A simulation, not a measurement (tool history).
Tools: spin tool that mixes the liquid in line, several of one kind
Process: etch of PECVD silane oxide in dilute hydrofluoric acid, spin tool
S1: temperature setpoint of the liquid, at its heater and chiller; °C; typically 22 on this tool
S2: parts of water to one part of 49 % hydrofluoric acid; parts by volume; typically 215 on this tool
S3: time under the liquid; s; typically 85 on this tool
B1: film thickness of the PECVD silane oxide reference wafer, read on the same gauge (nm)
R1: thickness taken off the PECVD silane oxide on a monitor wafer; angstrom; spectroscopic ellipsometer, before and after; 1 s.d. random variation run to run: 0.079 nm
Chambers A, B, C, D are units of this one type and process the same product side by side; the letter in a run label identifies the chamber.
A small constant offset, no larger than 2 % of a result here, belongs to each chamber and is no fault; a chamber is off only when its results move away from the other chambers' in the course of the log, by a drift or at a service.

{"run": "1A", "hour": 9.8, "S1": 22, "S2": 215, "S3": 85, "B1": 110.01, "R1": 155.91}
{"run": "2B", "hour": 23.2, "S1": 22, "S2": 215, "S3": 85, "B1": 110, "R1": 152.42}
{"run": "3C", "hour": 33.9, "S1": 22, "S2": 215, "S3": 85, "B1": 110.02, "R1": 154}
{"run": "4D", "hour": 47.2, "S1": 22, "S2": 215, "S3": 85, "B1": 110, "R1": 157.73}
{"run": "5D", "hour": 57.1, "S1": 22, "S2": 215, "S3": 85, "B1": 110, "R1": 154.78}
{"run": "6B", "hour": 66.9, "S1": 22, "S2": 250, "S3": 55, "B1": 110, "R1": 81.837}
{"run": "7C", "hour": 76.9, "S1": 22, "S2": 250, "S3": 55, "B1": 110.02, "R1": 83.314}
{"run": "8A", "hour": 84.4, "S1": 22, "S2": 250, "S3": 55, "B1": 110.01, "R1": 83.566}
{"run": "9B", "hour": 97.3, "S1": 22, "S2": 250, "S3": 55, "B1": 110, "R1": 81.354}
{"run": "10D", "hour": 105.0, "S1": 22, "S2": 215, "S3": 85, "B1": 110, "R1": 155.01}
{"run": "11C", "hour": 112.0, "S1": 22, "S2": 215, "S3": 85, "B1": 110.01, "R1": 153.58}
{"run": "12A", "hour": 122.8, "S1": 22, "S2": 215, "S3": 85, "B1": 110, "R1": 154.08}
{"run": "13D", "hour": 134.8, "S1": 19.5, "S2": 125, "S3": 85, "B1": 109.99, "R1": 267.42}
{"run": "14C", "hour": 144.8, "S1": 19.5, "S2": 125, "S3": 85, "B1": 110.01, "R1": 265.22}
{"hour": 145.3, "done": "chamber C: hydrofluoric acid flow meter replaced"}
{"run": "15A", "hour": 154.4, "S1": 19.5, "S2": 125, "S3": 85, "B1": 110, "R1": 264.91}
{"run": "16B", "hour": 162.4, "S1": 19.5, "S2": 125, "S3": 85, "B1": 109.99, "R1": 264.2}
{"run": "17A", "hour": 169.4, "S1": 22, "S2": 215, "S3": 85, "B1": 110, "R1": 155.75}
{"hour": 176.8, "done": "chamber A: hydrofluoric acid flow meter replaced"}
{"run": "18C", "hour": 183.0, "S1": 20, "S2": 270, "S3": 85, "B1": 109.99, "R1": 107.63}
{"run": "19B", "hour": 191.8, "S1": 20, "S2": 270, "S3": 85, "B1": 110, "R1": 106.98}
{"run": "20D", "hour": 200.6, "S1": 20, "S2": 270, "S3": 85, "B1": 109.99, "R1": 110.34}
{"run": "21C", "hour": 208.4, "S1": 20, "S2": 270, "S3": 85, "B1": 110.02, "R1": 106.59}
{"run": "22D", "hour": 218.1, "S1": 22, "S2": 215, "S3": 85, "B1": 110, "R1": 154.74}
{"run": "23B", "hour": 229.2, "S1": 22, "S2": 215, "S3": 85, "B1": 110, "R1": 152.45}
{"run": "24A", "hour": 241.5, "S1": 22, "S2": 285, "S3": 85, "B1": 109.98, "R1": 110.01}
{"run": "25A", "hour": 250.0, "S1": 22, "S2": 285, "S3": 85, "B1": 110, "R1": 110.01}
{"hour": 252.1, "done": "chamber D: hydrofluoric acid flow meter replaced"}
{"run": "26B", "hour": 262.2, "S1": 22, "S2": 285, "S3": 85, "B1": 109.98, "R1": 107.21}
{"run": "27C", "hour": 271.4, "S1": 22, "S2": 285, "S3": 85, "B1": 109.98, "R1": 108.5}
{"run": "28D", "hour": 281.2, "S1": 22, "S2": 215, "S3": 85, "B1": 110.02, "R1": 154.84}
{"run": "29A", "hour": 294.8, "S1": 22, "S2": 215, "S3": 85, "B1": 110, "R1": 156.62}
{"run": "30C", "hour": 303.5, "S1": 22, "S2": 215, "S3": 85, "B1": 109.99, "R1": 152.91}
{"run": "31B", "hour": 312.2, "S1": 22, "S2": 215, "S3": 85, "B1": 109.99, "R1": 156.77}
{"run": "32D", "hour": 325.9, "S1": 22, "S2": 215, "S3": 85, "B1": 110.01, "R1": 157.04}
{"hour": 331.2, "done": "chamber C: thermometer replaced"}
{"run": "33B", "hour": 332.5, "S1": 22, "S2": 215, "S3": 85, "B1": 109.96, "R1": 155.4}
{"run": "34A", "hour": 338.5, "S1": 22, "S2": 215, "S3": 85, "B1": 110, "R1": 154.7}
{"run": "35D", "hour": 347.2, "S1": 22, "S2": 215, "S3": 35, "B1": 109.99, "R1": 64.471}
{"run": "36C", "hour": 354.1, "S1": 22, "S2": 215, "S3": 35, "B1": 110, "R1": 63.838}
{"run": "37C", "hour": 363.2, "S1": 22, "S2": 215, "S3": 35, "B1": 110.01, "R1": 63.196}
{"run": "38B", "hour": 372.7, "S1": 22, "S2": 215, "S3": 35, "B1": 110, "R1": 64.672}
{"run": "39D", "hour": 384.4, "S1": 22, "S2": 320, "S3": 130, "B1": 109.99, "R1": 145.68}
{"run": "40A", "hour": 391.1, "S1": 22, "S2": 320, "S3": 130, "B1": 110.02, "R1": 145.06}
{"run": "41B", "hour": 397.1, "S1": 22, "S2": 320, "S3": 130, "B1": 110, "R1": 144.78}
{"run": "42D", "hour": 405.8, "S1": 22, "S2": 320, "S3": 130, "B1": 110.01, "R1": 145}
{"run": "43A", "hour": 419.0, "S1": 22, "S2": 215, "S3": 50, "B1": 110, "R1": 92.186}
{"run": "44C", "hour": 431.8, "S1": 22, "S2": 215, "S3": 50, "B1": 110, "R1": 90.291}

All chambers now run identical settings, listed one chamber a line with results as question marks. What results will each chamber show?
{"run": "45A", "hour": 441.6, "S1": 22, "S2": 260, "S3": 85, "R1": "?"}
{"run": "45B", "hour": 441.6, "S1": 22, "S2": 260, "S3": 85, "R1": "?"}
{"run": "45C", "hour": 441.6, "S1": 22, "S2": 260, "S3": 85, "R1": "?"}
{"run": "45D", "hour": 441.6, "S1": 22, "S2": 260, "S3": 85, "R1": "?"}

run=45A R1=122.47
run=45B R1=124.69
run=45C R1=121.12
run=45D R1=124.42
